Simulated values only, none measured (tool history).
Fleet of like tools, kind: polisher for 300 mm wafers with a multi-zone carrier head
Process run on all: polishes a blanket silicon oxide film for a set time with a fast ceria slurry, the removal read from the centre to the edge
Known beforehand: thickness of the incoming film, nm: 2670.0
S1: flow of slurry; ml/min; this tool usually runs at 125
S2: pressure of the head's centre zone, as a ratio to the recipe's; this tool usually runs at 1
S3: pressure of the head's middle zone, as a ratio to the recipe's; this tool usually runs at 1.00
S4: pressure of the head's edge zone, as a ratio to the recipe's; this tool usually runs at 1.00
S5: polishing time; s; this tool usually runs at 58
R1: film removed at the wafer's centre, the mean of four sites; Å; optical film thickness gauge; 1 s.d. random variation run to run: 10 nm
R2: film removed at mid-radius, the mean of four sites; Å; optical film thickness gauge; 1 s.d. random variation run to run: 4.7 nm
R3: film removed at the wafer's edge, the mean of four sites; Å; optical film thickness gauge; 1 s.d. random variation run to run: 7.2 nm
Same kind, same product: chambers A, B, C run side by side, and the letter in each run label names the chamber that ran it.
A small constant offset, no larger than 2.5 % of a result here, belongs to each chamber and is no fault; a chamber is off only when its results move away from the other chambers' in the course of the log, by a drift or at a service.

run,hour,S1,S2,S3,S4,S5,R1,R2,R3
1A,2.7,125,1,1.00,1.00,58,7016.6,7063.7,7004.1
2C,5.8,125,1,1.00,1.00,58,6948.9,6922.4,7005.5
3B,9.3,125,1,1.00,1.00,58,6828.3,7139.7,7128.9
4C,11.5,125,1,1.00,1.00,58,6826.8,6912.3,7012.1
# hour 13.2: chamber B: worn pad replaced by a new one
5B,14.3,125,1,1.00,1.00,58,6974.6,6968.5,7036.8
6A,17.7,125,1,1.00,1.00,58,6855.5,7008.3,7142.8
7B,20.5,125,1,1.00,1.00,58,6645.0,7007.3,6984.9
8A,23.4,125,1,1.00,1.00,58,6968.8,7056.4,7024.1
9C,27.9,125,1,1.00,1.00,58,6955.9,6922.0,6915.4
10B,31.1,110,1,0.91,1.00,58,6357.9,6186.3,6806.2
# hour 32.9: chamber C: worn pad replaced by a new one
11C,33.4,110,1,0.91,1.00,58,6696.0,6171.2,6818.6
12A,35.8,110,1,0.91,1.00,58,6700.2,6270.6,6882.7
13A,39.1,125,1,1.00,1.00,58,7015.0,7046.6,7112.3
14B,41.8,125,1,1.00,1.00,58,6526.7,6981.4,6956.5
15C,44.5,125,1,1.00,1.00,58,7050.1,6961.2,6848.7
16B,49.0,125,1,1.00,1.00,58,6695.5,6829.0,7020.1
17C,53.8,105,1,1.00,1.09,58,6608.4,6750.5,7039.0
18A,55.9,105,1,1.00,1.09,58,6729.8,6666.1,7212.7
19B,59.7,105,1,1.00,1.09,58,6259.2,6568.0,6955.0
20A,63.7,125,1,1.00,1.00,58,7000.3,7108.1,7158.1
# hour 65.8: chamber B: worn pad replaced by a new one
21C,65.9,125,1,1.00,1.00,58,7038.4,6980.5,7012.7
22A,68.1,125,1,1.00,1.00,58,7075.4,7098.8,6968.1
23C,71.5,125,1,1.00,1.00,58,7011.7,6952.0,6928.9
24B,74.4,125,1,1.00,1.00,58,6653.1,6878.4,6884.0
# hour 75.6: chamber A: worn pad replaced by a new one
25B,77.4,125,1,1.00,1.00,58,6634.5,6761.8,6903.7
26C,80.5,125,1,1.07,1.00,67,8153.5,8563.6,8067.2
27A,83.7,125,1,1.07,1.00,67,8197.1,8524.5,8059.8
28B,88.3,125,1,1.07,1.00,67,7437.2,8306.5,7896.7
29C,92.8,125,1,1.00,1.00,58,7076.6,6907.1,7036.6
30A,95.3,125,1,1.00,1.00,58,6903.0,7109.7,7042.0
31C,99.3,125,1,1.00,1.00,58,6909.7,7013.3,7073.6
32B,101.6,125,1,1.00,1.00,77,8581.9,8845.6,8827.7
33A,106.3,125,1,1.00,1.00,77,9381.4,9292.9,9197.7
34C,110.7,125,1,1.00,1.00,77,9241.6,9254.4,9293.5
35B,114.9,125,1,1.00,1.00,58,6239.2,6578.6,6813.3
36A,119.0,125,1,1.00,1.00,58,6861.7,6994.6,6946.6

Next, all 3 chambers run the settings below, one line each with question marks for the results. What does each chamber give?
37A,122.5,125,1,1.00,0.94,58,?,?,?
37B,122.5,125,1,1.00,0.94,58,?,?,?
37C,122.5,125,1,1.00,0.94,58,?,?,?

run,R1,R2,R3
37A,7042.9,7075.6,6861.0
37B,6073.9,6531.2,6517.3
37C,6969.0,7015.1,6757.9
